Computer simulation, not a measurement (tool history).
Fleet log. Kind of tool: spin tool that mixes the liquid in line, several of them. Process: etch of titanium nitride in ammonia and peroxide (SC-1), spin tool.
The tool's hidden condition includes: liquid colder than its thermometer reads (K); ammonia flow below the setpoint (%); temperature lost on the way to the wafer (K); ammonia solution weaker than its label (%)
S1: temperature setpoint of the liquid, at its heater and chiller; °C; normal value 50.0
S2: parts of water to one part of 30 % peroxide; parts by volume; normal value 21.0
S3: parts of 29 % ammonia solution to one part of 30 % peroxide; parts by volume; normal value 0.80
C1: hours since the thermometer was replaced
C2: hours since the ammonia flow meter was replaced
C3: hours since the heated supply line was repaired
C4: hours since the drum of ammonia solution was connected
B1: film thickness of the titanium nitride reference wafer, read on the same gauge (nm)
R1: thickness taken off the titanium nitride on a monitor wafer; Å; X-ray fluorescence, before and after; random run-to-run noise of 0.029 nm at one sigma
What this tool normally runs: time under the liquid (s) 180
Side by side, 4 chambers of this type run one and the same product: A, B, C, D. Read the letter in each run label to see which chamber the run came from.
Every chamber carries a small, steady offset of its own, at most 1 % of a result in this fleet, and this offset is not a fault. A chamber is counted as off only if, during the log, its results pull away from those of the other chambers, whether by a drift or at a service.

Run 1A, day 0.200: usual settings; C1 45.8; C2 321.4; C3 933.9; C4 134.8; B1 110.00. Result: R1 70.205 Å.
Run 2C, day 0.575: usual settings; C1 366.6; C2 965.0; C3 448.0; C4 556.9; B1 110.06. Result: R1 69.437 Å.
Run 3D, day 0.888: usual settings; C1 23.5; C2 1012.2; C3 115.2; C4 728.1; B1 110.02. Result: R1 69.356 Å.
Run 4B, day 1.129: usual settings; C1 657.4; C2 438.9; C3 789.8; C4 201.8; B1 109.99. Result: R1 70.365 Å.
Run 5D, day 1.317: usual settings but S1 43.5 °C, S3 1.05 parts by volume; C1 33.8; C2 1022.5; C3 125.5; C4 738.4; B1 110.01. Result: R1 45.717 Å.
Run 6A, day 1.571: usual settings but S1 43.5 °C, S3 1.05 parts by volume; C1 78.7; C2 354.3; C3 966.8; C4 167.7; B1 110.00. Result: R1 46.710 Å.
Run 7B, day 1.812: usual settings but S1 43.5 °C, S3 1.05 parts by volume; C1 673.8; C2 455.3; C3 806.2; C4 218.2; B1 110.00. Result: R1 45.673 Å.
Run 8C, day 2.042: usual settings but S1 43.5 °C, S3 1.05 parts by volume; C1 401.8; C2 1000.2; C3 483.2; C4 592.1; B1 109.94. Result: R1 45.846 Å.
Run 9B, day 2.229: usual settings; C1 683.8; C2 465.3; C3 816.2; C4 228.2; B1 109.98. Result: R1 69.227 Å.
Run 10A, day 2.596: usual settings; C1 103.3; C2 378.9; C3 991.4; C4 192.3; B1 110.00. Result: R1 69.999 Å.
Run 11D, day 2.808: usual settings; C1 69.6; C2 1058.3; C3 161.3; C4 774.2; B1 110.02. Result: R1 69.432 Å.
Run 12C, day 3.029: usual settings; C1 425.5; C2 1023.9; C3 506.9; C4 615.8; B1 109.99. Result: R1 69.407 Å.
Run 13D, day 3.383: usual settings; C1 83.4; C2 1072.1; C3 175.1; C4 788.0; B1 110.01. Result: R1 69.267 Å.
Run 14C, day 3.562: usual settings; C1 438.3; C2 1036.7; C3 519.7; C4 628.6; B1 109.99. Result: R1 69.048 Å.
Run 15A, day 3.858: usual settings; C1 133.6; C2 409.2; C3 1021.7; C4 222.6; B1 109.94. Result: R1 70.167 Å.
Run 16B, day 4.242: usual settings; C1 732.1; C2 513.6; C3 864.5; C4 276.5; B1 109.96. Result: R1 69.781 Å.
Run 17B, day 4.454: usual settings but S3 1.10 parts by volume; C1 737.2; C2 518.7; C3 869.6; C4 281.6; B1 110.04. Result: R1 74.093 Å.
At day 4.700: chamber D: new drum of ammonia solution connected.
Run 18D, day 4.779: usual settings but S3 1.10 parts by volume; C1 116.9; C2 1105.6; C3 208.6; C4 1.9; B1 109.96. Result: R1 73.321 Å.
Run 19A, day 5.004: usual settings but S3 1.10 parts by volume; C1 161.1; C2 436.7; C3 1049.2; C4 250.1; B1 110.02. Result: R1 73.595 Å.
Run 20C, day 5.233: usual settings but S3 1.10 parts by volume; C1 478.4; C2 1076.8; C3 559.8; C4 668.7; B1 110.02. Result: R1 73.196 Å.
Run 21D, day 5.462: usual settings; C1 133.3; C2 1122.0; C3 225.0; C4 18.3; B1 109.97. Result: R1 68.950 Å.
Run 22C, day 5.746: usual settings; C1 490.7; C2 1089.1; C3 572.1; C4 681.0; B1 110.02. Result: R1 69.179 Å.
Run 23A, day 6.012: usual settings; C1 185.3; C2 460.9; C3 1073.4; C4 274.3; B1 110.00. Result: R1 69.997 Å.
Run 24B, day 6.329: usual settings; C1 782.2; C2 563.7; C3 914.6; C4 326.6; B1 109.99. Result: R1 69.163 Å.
Run 25B, day 6.617: usual settings; C1 789.1; C2 570.6; C3 921.5; C4 333.5; B1 109.97. Result: R1 68.462 Å.
At day 6.712: chamber A: new drum of ammonia solution connected.
Run 26C, day 6.900: usual settings but S3 1.05 parts by volume; C1 518.4; C2 1116.8; C3 599.8; C4 708.7; B1 110.00. Result: R1 72.694 Å.
Run 27A, day 7.100: usual settings but S3 1.05 parts by volume; C1 211.4; C2 487.0; C3 1099.5; C4 9.4; B1 109.99. Result: R1 73.624 Å.
Run 28D, day 7.421: usual settings but S3 1.05 parts by volume; C1 180.3; C2 1169.0; C3 272.0; C4 65.3; B1 110.00. Result: R1 72.573 Å.
Run 29B, day 7.592: usual settings but S3 1.05 parts by volume; C1 812.5; C2 594.0; C3 944.9; C4 356.9; B1 109.96. Result: R1 72.072 Å.
Run 30D, day 7.788: usual settings; C1 189.1; C2 1177.8; C3 280.8; C4 74.1; B1 110.02. Result: R1 69.558 Å.
At day 7.875: chamber D: ammonia flow meter replaced.
Run 31C, day 7.958: usual settings but S3 0.95 parts by volume, time under the liquid (s) 140; C1 543.8; C2 1142.2; C3 625.2; C4 734.1; B1 110.04. Result: R1 55.285 Å.
Run 32A, day 8.329: usual settings but S3 0.95 parts by volume, time under the liquid (s) 140; C1 240.9; C2 516.5; C3 1129.0; C4 38.9; B1 110.02. Result: R1 55.829 Å.
At day 8.350: chamber C: new drum of ammonia solution connected.
Run 33C, day 8.562: usual settings but S3 0.95 parts by volume, time under the liquid (s) 140; C1 558.3; C2 1156.7; C3 639.7; C4 5.1; B1 109.99. Result: R1 55.733 Å.
At day 8.675: chamber A: ammonia flow meter replaced.
Run 34B, day 8.933: usual settings but S3 0.95 parts by volume, time under the liquid (s) 140; C1 844.7; C2 626.2; C3 977.1; C4 389.1; B1 110.01. Result: R1 54.178 Å.
Run 35D, day 9.296: usual settings; C1 225.3; C2 34.2; C3 317.0; C4 110.3; B1 109.94. Result: R1 69.432 Å.
Run 36A, day 9.608: usual settings but S1 45.5 °C, time under the liquid (s) 90; C1 271.6; C2 22.4; C3 1159.7; C4 69.6; B1 110.02. Result: R1 25.457 Å.
Run 37C, day 9.879: usual settings but S1 45.5 °C, time under the liquid (s) 90; C1 589.9; C2 1188.3; C3 671.3; C4 36.7; B1 110.03. Result: R1 25.119 Å.
Run 38D, day 10.188: usual settings but S1 45.5 °C, time under the liquid (s) 90; C1 246.7; C2 55.6; C3 338.4; C4 131.7; B1 110.02. Result: R1 25.260 Å.
Run 39B, day 10.367: usual settings but S1 45.5 °C, time under the liquid (s) 90; C1 879.1; C2 660.6; C3 1011.5; C4 423.5; B1 110.01. Result: R1 24.318 Å.
Run 40A, day 10.600: usual settings but S2 27.5 parts by volume, time under the liquid (s) 90; C1 295.4; C2 46.2; C3 1183.5; C4 93.4; B1 110.03. Result: R1 30.290 Å.
Run 41C, day 10.842: usual settings but S2 27.5 parts by volume, time under the liquid (s) 90; C1 613.0; C2 1211.4; C3 694.4; C4 59.8; B1 110.02. Result: R1 29.774 Å.
Run 42A, day 11.067: usual settings but S2 27.5 parts by volume, time under the liquid (s) 90; C1 306.6; C2 57.4; C3 1194.7; C4 104.6; B1 110.02. Result: R1 30.294 Å.
Run 43D, day 11.425: usual settings but S2 27.5 parts by volume, time under the liquid (s) 90; C1 276.4; C2 85.3; C3 368.1; C4 161.4; B1 109.99. Result: R1 29.788 Å.
Run 44B, day 11.667: usual settings; C1 910.3; C2 691.8; C3 1042.7; C4 454.7; B1 109.98. Result: R1 66.496 Å.

The same settings go to every chamber for the next run, one line per chamber below. Forecast the results for each:
Run 45A, day 11.942: usual settings. Result: R1 ?.
Run 45B, day 11.942: usual settings. Result: R1 ?.
Run 45C, day 11.942: usual settings. Result: R1 ?.
Run 45D, day 11.942: usual settings. Result: R1 ?.

run      R1
45A  70.164
45B  66.229
45C  69.552
45D  69.557
